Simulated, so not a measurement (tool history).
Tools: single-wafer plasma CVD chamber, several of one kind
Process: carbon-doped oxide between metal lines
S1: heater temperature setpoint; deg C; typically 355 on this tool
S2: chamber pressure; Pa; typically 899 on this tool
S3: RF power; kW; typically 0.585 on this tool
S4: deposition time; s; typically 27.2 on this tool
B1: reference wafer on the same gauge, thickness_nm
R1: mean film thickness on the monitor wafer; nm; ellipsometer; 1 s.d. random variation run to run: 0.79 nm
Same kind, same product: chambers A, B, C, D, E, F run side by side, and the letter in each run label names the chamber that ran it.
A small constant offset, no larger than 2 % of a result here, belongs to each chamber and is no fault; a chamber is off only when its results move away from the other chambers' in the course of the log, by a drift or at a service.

| run | hour | S1 | S2 | S3 | S4 | B1 | R1 |
|---|---|---|---|---|---|---|---|
| 1E | 8.5 | 355 | 899 | 0.585 | 27.2 | 163.88 | 156.15 |
| 2C | 14.5 | 355 | 899 | 0.585 | 27.2 | 164.09 | 154.00 |
| 3D | 25.3 | 355 | 899 | 0.585 | 27.2 | 163.98 | 156.55 |
| 4A | 33.2 | 355 | 899 | 0.585 | 27.2 | 163.93 | 156.25 |
|  | 36.8 | chamber C: RF generator calibrated |
| 5F | 41.1 | 355 | 899 | 0.585 | 27.2 | 164.11 | 156.91 |
| 6B | 52.2 | 355 | 899 | 0.585 | 27.2 | 164.27 | 158.55 |
| 7F | 62.9 | 355 | 899 | 0.585 | 27.2 | 164.15 | 156.74 |
| 8E | 70.0 | 355 | 899 | 0.585 | 27.2 | 163.85 | 157.47 |
| 9A | 79.1 | 355 | 899 | 0.585 | 27.2 | 163.98 | 155.38 |
| 10C | 90.1 | 355 | 899 | 0.585 | 27.2 | 163.77 | 154.14 |
| 11B | 95.8 | 369 | 899 | 0.585 | 27.2 | 164.08 | 154.28 |
| 12D | 102.0 | 369 | 899 | 0.585 | 27.2 | 164.09 | 151.98 |
| 13F | 108.2 | 369 | 899 | 0.585 | 27.2 | 164.06 | 151.05 |
| 14D | 113.3 | 369 | 899 | 0.585 | 27.2 | 163.97 | 151.09 |
|  | 118.3 | chamber D: thermocouple changed; heater temperature recalibrated |
| 15A | 119.6 | 369 | 899 | 0.585 | 27.2 | 163.97 | 149.52 |
| 16E | 128.8 | 369 | 899 | 0.585 | 27.2 | 164.03 | 151.28 |
| 17C | 138.5 | 355 | 899 | 0.585 | 27.2 | 163.95 | 155.69 |
| 18B | 145.4 | 355 | 899 | 0.585 | 27.2 | 163.90 | 158.48 |
|  | 155.2 | chamber C: capacitance manometer re-zeroed and calibrated |
| 19A | 156.2 | 355 | 899 | 0.585 | 27.2 | 163.93 | 154.10 |
| 20F | 161.3 | 355 | 899 | 0.585 | 27.2 | 164.02 | 156.65 |
| 21E | 167.0 | 355 | 899 | 0.585 | 27.2 | 164.15 | 155.99 |
| 22C | 172.7 | 355 | 899 | 0.585 | 27.2 | 163.98 | 154.21 |
| 23B | 178.1 | 355 | 899 | 0.585 | 27.2 | 163.99 | 159.49 |
| 24D | 184.5 | 355 | 899 | 0.585 | 27.2 | 163.90 | 154.27 |
| 25D | 194.5 | 355 | 899 | 0.585 | 27.2 | 163.93 | 155.36 |
| 26C | 202.0 | 355 | 899 | 0.585 | 27.2 | 164.06 | 153.74 |
| 27F | 210.6 | 355 | 899 | 0.585 | 27.2 | 164.20 | 158.20 |
| 28E | 216.2 | 355 | 899 | 0.585 | 27.2 | 164.03 | 155.82 |
| 29B | 227.7 | 355 | 899 | 0.585 | 27.2 | 164.12 | 159.12 |
| 30A | 234.9 | 355 | 899 | 0.585 | 27.2 | 163.96 | 156.15 |
| 31D | 244.3 | 355 | 899 | 0.585 | 27.2 | 164.30 | 154.71 |
| 32C | 251.2 | 355 | 899 | 0.585 | 27.2 | 163.96 | 154.98 |
| 33A | 260.9 | 355 | 899 | 0.585 | 27.2 | 164.01 | 155.79 |
| 34E | 266.0 | 355 | 899 | 0.585 | 27.2 | 163.94 | 156.76 |
| 35F | 271.1 | 355 | 899 | 0.585 | 27.2 | 163.96 | 156.58 |
| 36B | 281.4 | 355 | 899 | 0.540 | 22.4 | 163.93 | 124.30 |
| 37F | 291.6 | 355 | 899 | 0.540 | 22.4 | 164.09 | 123.73 |

Each of the 6 chambers runs these same settings next. Fill in every chamber's results:
| 38A | 300.0 | 355 | 751 | 0.585 | 27.2 |  | ? |
| 38B | 300.0 | 355 | 751 | 0.585 | 27.2 |  | ? |
| 38C | 300.0 | 355 | 751 | 0.585 | 27.2 |  | ? |
| 38D | 300.0 | 355 | 751 | 0.585 | 27.2 |  | ? |
| 38E | 300.0 | 355 | 751 | 0.585 | 27.2 |  | ? |
| 38F | 300.0 | 355 | 751 | 0.585 | 27.2 |  | ? |

| run | R1 |
|---|---|
| 38A | 153.62 |
| 38B | 157.24 |
| 38C | 152.41 |
| 38D | 150.87 |
| 38E | 154.05 |
| 38F | 154.63 |
